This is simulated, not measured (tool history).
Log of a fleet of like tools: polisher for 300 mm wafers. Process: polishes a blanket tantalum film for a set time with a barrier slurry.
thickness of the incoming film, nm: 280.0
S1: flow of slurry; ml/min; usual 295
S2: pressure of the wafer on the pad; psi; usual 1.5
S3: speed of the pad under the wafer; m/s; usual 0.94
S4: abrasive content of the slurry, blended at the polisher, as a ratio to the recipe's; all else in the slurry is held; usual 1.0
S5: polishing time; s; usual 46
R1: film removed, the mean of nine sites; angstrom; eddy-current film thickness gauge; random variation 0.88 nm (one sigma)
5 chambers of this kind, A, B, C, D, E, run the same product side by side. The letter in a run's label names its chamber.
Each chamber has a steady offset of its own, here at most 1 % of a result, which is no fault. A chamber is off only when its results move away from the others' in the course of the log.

run,hour,S1,S2,S3,S4,S5,R1
# hour 7.5: chamber B: slurry blender recalibrated
1B,10.8,295,1.5,0.94,1.0,46,658.80
# hour 16.3: chamber B: worn pad replaced by a new one
2E,17.6,295,1.5,0.94,1.0,46,653.19
# hour 21.2: chamber A: worn pad replaced by a new one
3A,28.0,295,1.5,0.94,1.0,46,650.44
# hour 35.9: chamber C: worn pad replaced by a new one
4C,38.9,295,1.5,0.94,1.0,46,644.81
# hour 42.1: chamber D: head pressure recalibrated
5D,46.7,295,1.5,0.94,1.0,46,644.78
6C,52.0,295,1.5,1.04,0.8,46,683.65
7E,60.3,295,1.5,1.04,0.8,46,682.37
# hour 61.9: chamber C: slurry blender recalibrated
# hour 66.3: chamber D: worn pad replaced by a new one
8B,67.4,295,1.5,1.04,0.8,46,672.78
# hour 69.1: chamber A: slurry blender recalibrated
9D,75.3,295,1.5,1.04,0.8,46,666.80
10A,82.6,295,1.5,1.04,0.8,46,667.43
11D,87.8,295,1.5,0.94,1.0,39,548.18
# hour 95.4: chamber E: slurry nozzle cleaned
12B,95.9,295,1.5,0.94,1.0,39,558.59
13E,106.9,295,1.5,0.94,1.0,39,562.95
14A,115.7,295,1.5,0.94,1.0,39,546.92
15C,123.2,295,1.5,0.94,1.0,39,556.07
16B,129.6,295,1.5,0.94,1.0,46,649.92
17A,139.7,360,1.5,0.94,1.0,46,663.64
# hour 147.5: chamber E: slurry blender recalibrated
18D,149.0,360,1.5,0.94,1.0,46,640.25
# hour 152.1: chamber C: worn pad replaced by a new one
# hour 153.6: chamber B: worn pad replaced by a new one
19E,158.6,360,1.5,0.94,1.0,46,647.87
# hour 163.8: chamber B: slurry blender recalibrated
20C,168.1,360,1.5,0.94,1.0,46,661.07
# hour 168.4: chamber C: head pressure recalibrated
21A,176.9,360,1.5,0.94,1.0,46,666.25
# hour 177.6: chamber E: head pressure recalibrated
22D,185.0,295,1.5,0.94,1.0,46,634.41
23E,193.8,295,1.5,0.94,1.0,46,621.72
24B,201.3,295,1.5,0.94,1.0,46,656.64
25C,209.0,295,1.5,0.94,1.0,46,660.07
# hour 210.2: chamber A: worn pad replaced by a new one
26E,218.0,295,1.5,0.94,1.0,46,646.04
# hour 222.4: chamber D: worn pad replaced by a new one
27C,225.2,295,1.5,0.94,1.0,46,659.09
# hour 229.9: chamber D: slurry nozzle cleaned
28A,234.2,295,1.5,0.94,1.0,46,639.75
29B,242.7,295,1.5,0.64,1.0,46,448.86
30D,251.4,295,1.5,0.64,1.0,46,441.10
31D,260.6,295,1.5,0.64,1.0,46,448.73
32A,272.0,295,1.5,0.64,1.0,46,442.27
# hour 280.5: chamber A: slurry nozzle cleaned
# hour 281.5: chamber C: worn pad replaced by a new one
33C,281.7,295,1.5,0.64,1.0,46,446.78
34E,287.0,295,1.9,1.18,1.0,46,961.44
35B,293.8,295,1.9,1.18,1.0,46,1043.70
# hour 296.5: chamber B: worn pad replaced by a new one
36A,302.5,295,1.9,1.18,1.0,46,1041.70
37E,311.5,295,1.9,1.18,1.0,46,966.38
38B,320.1,295,1.9,1.18,1.0,46,1044.80
# hour 324.6: chamber D: slurry blender recalibrated
39C,329.4,295,1.5,0.94,1.0,46,660.54
# hour 334.0: chamber B: slurry blender recalibrated
40D,337.8,295,1.5,0.94,1.0,46,638.89
41A,344.2,295,1.5,0.94,1.0,46,658.98
# hour 352.3: chamber B: head pressure recalibrated
42B,355.3,295,1.5,0.94,1.0,46,651.58

What goes on in this fleet: one chamber off, a drifting gauge, or nothing beyond the chambers' own small offsets? Name the chamber and the cause, if any.

Chamber E drifts away from the others.
Cause: removal rate lost through wear of the pad, % = 10.6.

Here are 4 candidates for chamber E's next run, each the usual settings with a change, their results left as question marks. Which one brings its results back in line with what the others give on the usual settings?
In line means no further than this from the other chambers' mean on the usual settings: R1 31.00 angstrom
43E-1,363.7,295,1.5,0.90,1.00,44,?
43E-2,363.7,300,1.5,0.94,1.05,54,?
43E-3,363.7,295,1.4,0.94,1.00,41,?
43E-4,363.7,295,1.6,0.98,1.00,46,?

The other chambers' mean on the usual settings: R1 652.20 angstrom
run,R1
43E-1,545.98
43E-2,710.11
43E-3,496.14
43E-4,661.50
43E-4 brings the chamber back in line.
